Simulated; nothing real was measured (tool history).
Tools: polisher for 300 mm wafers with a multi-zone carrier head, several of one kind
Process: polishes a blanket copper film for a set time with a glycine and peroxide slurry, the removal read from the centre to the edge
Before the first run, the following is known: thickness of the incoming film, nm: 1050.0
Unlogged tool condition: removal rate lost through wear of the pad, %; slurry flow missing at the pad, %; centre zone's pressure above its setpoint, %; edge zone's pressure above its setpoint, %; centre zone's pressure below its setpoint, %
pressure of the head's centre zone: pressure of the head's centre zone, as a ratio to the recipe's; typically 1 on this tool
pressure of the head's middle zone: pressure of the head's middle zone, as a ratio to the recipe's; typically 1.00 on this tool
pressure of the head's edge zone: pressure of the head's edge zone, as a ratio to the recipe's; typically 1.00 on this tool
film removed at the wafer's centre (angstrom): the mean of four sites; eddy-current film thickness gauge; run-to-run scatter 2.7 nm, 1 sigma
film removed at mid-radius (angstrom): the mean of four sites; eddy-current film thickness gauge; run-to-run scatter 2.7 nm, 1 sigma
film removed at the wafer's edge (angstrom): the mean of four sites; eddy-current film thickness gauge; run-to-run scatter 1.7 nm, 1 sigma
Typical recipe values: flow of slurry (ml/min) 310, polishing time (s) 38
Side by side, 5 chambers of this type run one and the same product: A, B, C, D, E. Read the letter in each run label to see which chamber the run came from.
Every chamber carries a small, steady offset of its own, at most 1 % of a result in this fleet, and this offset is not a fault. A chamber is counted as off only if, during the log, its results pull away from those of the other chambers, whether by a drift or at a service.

run   hour  flow of slurry (ml/min)  pressure of the head's centre zone  pressure of the head's middle zone  pressure of the head's edge zone  polishing time (s)  wafers polished on this pad  hours since the slurry nozzle was cleaned  hours since the centre zone pressure was calibrated  hours since the edge zone pressure was calibrated  film removed at the wafer's centre (angstrom)  film removed at mid-radius (angstrom)  film removed at the wafer's edge (angstrom)
       3.3  -- chamber C: slurry nozzle cleaned
 1D    6.2                      310                                   1                                1.00                              1.00                  38                          579                                      296.0                                                427.7                                              539.4                                         1971.6                                 1933.1                                       1968.9
 2A   13.1                      310                                   1                                1.00                              1.00                  38                          212                                      114.4                                                125.1                                              226.9                                         1961.0                                 1971.3                                       1970.1
      15.4  -- chamber D: edge zone pressure recalibrated
 3E   17.6                      310                                   1                                1.00                              1.00                  38                          598                                      574.6                                                412.6                                              202.1                                         2007.4                                 1943.0                                       1916.5
 4B   20.7                      310                                   1                                1.00                              1.00                  38                          236                                      709.8                                               1267.4                                             1110.5                                         1918.9                                 1971.3                                       1965.1
      26.8  -- chamber E: worn pad replaced by a new one
 5C   27.2                      310                                   1                                1.00                              1.00                  38                          372                                       24.0                                               1062.8                                              706.3                                         1938.2                                 1931.9                                       1967.9
 6E   31.1                      310                                   1                                1.00                              1.00                  38                           42                                      588.1                                                426.1                                              215.6                                         1960.4                                 1975.3                                       1938.3
 7B   35.5                      310                                   1                                0.94                              1.00                  38                          381                                      724.6                                               1282.2                                             1125.3                                         1918.9                                 1865.6                                       1960.4
 8A   41.2                      310                                   1                                0.94                              1.00                  38                          487                                      142.5                                                153.2                                              255.0                                         1922.3                                 1827.5                                       1959.5
      48.0  -- chamber B: slurry nozzle cleaned
 9D   48.2                      310                                   1                                0.94                              1.00                  38                          990                                      338.0                                                469.7                                               32.9                                         1911.6                                 1875.3                                       1966.1
      52.1  -- chamber C: centre zone pressure recalibrated
      52.6  -- chamber C: worn pad replaced by a new one
10C   54.1                      310                                   1                                0.94                              1.00                  38                           15                                       50.9                                                  2.0                                              733.2                                         1921.2                                 1845.8                                       1963.7
11D   61.1                      310                                   1                                0.94                              1.00                  38                         1116                                      350.9                                                482.6                                               45.8                                         1950.3                                 1830.7                                       1950.3
12B   65.2                      310                                   1                                1.00                              1.00                  38                          671                                       17.3                                               1311.9                                             1155.0                                         1994.3                                 1945.2                                       1971.0
13E   71.1                      310                                   1                                1.00                              1.00                  38                          434                                      628.1                                                466.1                                              255.6                                         1974.3                                 1898.7                                       1937.6
      72.1  -- chamber D: worn pad replaced by a new one
14A   74.5                      310                                   1                                1.00                              1.00                  38                          813                                      175.8                                                186.5                                              288.3                                         1906.2                                 1914.2                                       1976.9
15C   80.3                      310                                   1                                1.00                              1.00                  38                          271                                       77.1                                                 28.2                                              759.4                                         1916.0                                 1936.0                                       1930.0
16C   84.4                      310                                   1                                1.00                              1.00                  38                          311                                       81.2                                                 32.3                                              763.5                                         1936.7                                 1939.4                                       1964.3
17B   89.7                      310                                   1                                1.00                              1.00                  38                          911                                       41.8                                               1336.4                                             1179.5                                         1941.6                                 1978.9                                       1958.3
18A   94.0                      310                                   1                                1.00                              1.00                  46                         1004                                      195.3                                                206.0                                              307.8                                         2353.8                                 2378.3                                       2395.3
      97.7  -- chamber E: centre zone pressure recalibrated
19E   98.3                      310                                   1                                1.00                              1.00                  46                          700                                      655.3                                                  0.6                                              282.8                                         2112.4                                 2394.2                                       2350.8
      98.9  -- chamber E: slurry nozzle cleaned
20D  103.6                      310                                   1                                1.00                              1.00                  46                          309                                      393.4                                                525.1                                               88.3                                         2306.8                                 2326.4                                       2396.8
     104.5  -- chamber E: worn pad replaced by a new one
21B  109.1                      310                                   1                                1.00                              1.00                  46                         1101                                       61.2                                               1355.8                                             1198.9                                         2426.4                                 2383.9                                       2385.0
     111.0  -- chamber C: worn pad replaced by a new one
22D  115.4                      310                                   1                                1.00                              1.00                  46                          424                                      405.2                                                536.9                                              100.1                                         2332.1                                 2325.3                                       2374.2
23A  122.3                      310                                   1                                1.00                              1.00                  38                         1281                                      223.6                                                234.3                                              336.1                                         1947.7                                 1962.5                                       1973.3
     128.6  -- chamber A: worn pad replaced by a new one
24C  128.9                      310                                   1                                1.00                              1.00                  38                          175                                      125.7                                                 76.8                                              808.0                                         1934.4                                 1965.3                                       1964.2
     134.7  -- chamber B: centre zone pressure recalibrated
25E  135.8                      310                                   1                                1.00                              1.00                  38                          306                                       36.9                                                 38.1                                              320.3                                         1703.3                                 1891.7                                       1968.9
26E  141.5                      310                                   1                                1.00                              1.00                  38                          362                                       42.6                                                 43.8                                              326.0                                         1741.6                                 1908.1                                       1923.7
27D  145.3                      310                                   1                                1.00                              1.00                  38                          717                                      435.1                                                566.8                                              130.0                                         1902.0                                 1969.5                                       1960.4
28A  150.0                      310                                   1                                1.00                              1.00                  38                          209                                      251.3                                                262.0                                              363.8                                         1960.4                                 1942.2                                       1926.0
29C  156.4                      310                                   1                                1.00                              0.96                  38                          445                                      153.2                                                104.3                                              835.5                                         1961.2                                 1886.6                                       1904.7
     156.6  -- chamber B: worn pad replaced by a new one
30B  162.3                      310                                   1                                1.00                              0.96                  38                           56                                      114.4                                                 27.6                                             1252.1                                         1916.7                                 1871.8                                       1906.5
     165.4  -- chamber C: worn pad replaced by a new one
31C  167.0                      310                                   1                                1.00                              0.96                  38                           16                                      163.8                                                114.9                                              846.1                                         1954.0                                 1967.9                                       1917.6
32B  170.1                      310                                   1                                1.00                              0.96                  38                          132                                      122.2                                                 35.4                                             1259.9                                         1964.2                                 1950.9                                       1931.2
33E  174.1                      310                                   1                                1.00                              0.96                  38                          681                                       75.2                                                 76.4                                              358.6                                         1719.7                                 1970.9                                       1901.3

All chambers now run identical settings, listed one chamber a line with results as question marks. What results will each chamber show?
34A  179.1                      310                                   1                                1.00                              1.00                  38                                                                                                                                                                                                                              ?                                      ?                                            ?
34B  179.1                      310                                   1                                1.00                              1.00                  38                                                                                                                                                                                                                              ?                                      ?                                            ?
34C  179.1                      310                                   1                                1.00                              1.00                  38                                                                                                                                                                                                                              ?                                      ?                                            ?
34D  179.1                      310                                   1                                1.00                              1.00                  38                                                                                                                                                                                                                              ?                                      ?                                            ?
34E  179.1                      310                                   1                                1.00                              1.00                  38                                                                                                                                                                                                                              ?                                      ?                                            ?

run  film removed at the wafer's centre (angstrom)  film removed at mid-radius (angstrom)  film removed at the wafer's edge (angstrom)
34A                                         1913.5                                 1986.4                                       1967.3
34B                                         1941.8                                 1925.9                                       1952.5
34C                                         1937.5                                 1949.3                                       1929.0
34D                                         1901.1                                 1930.2                                       1952.9
34E                                         1759.1                                 2007.0                                       1935.7
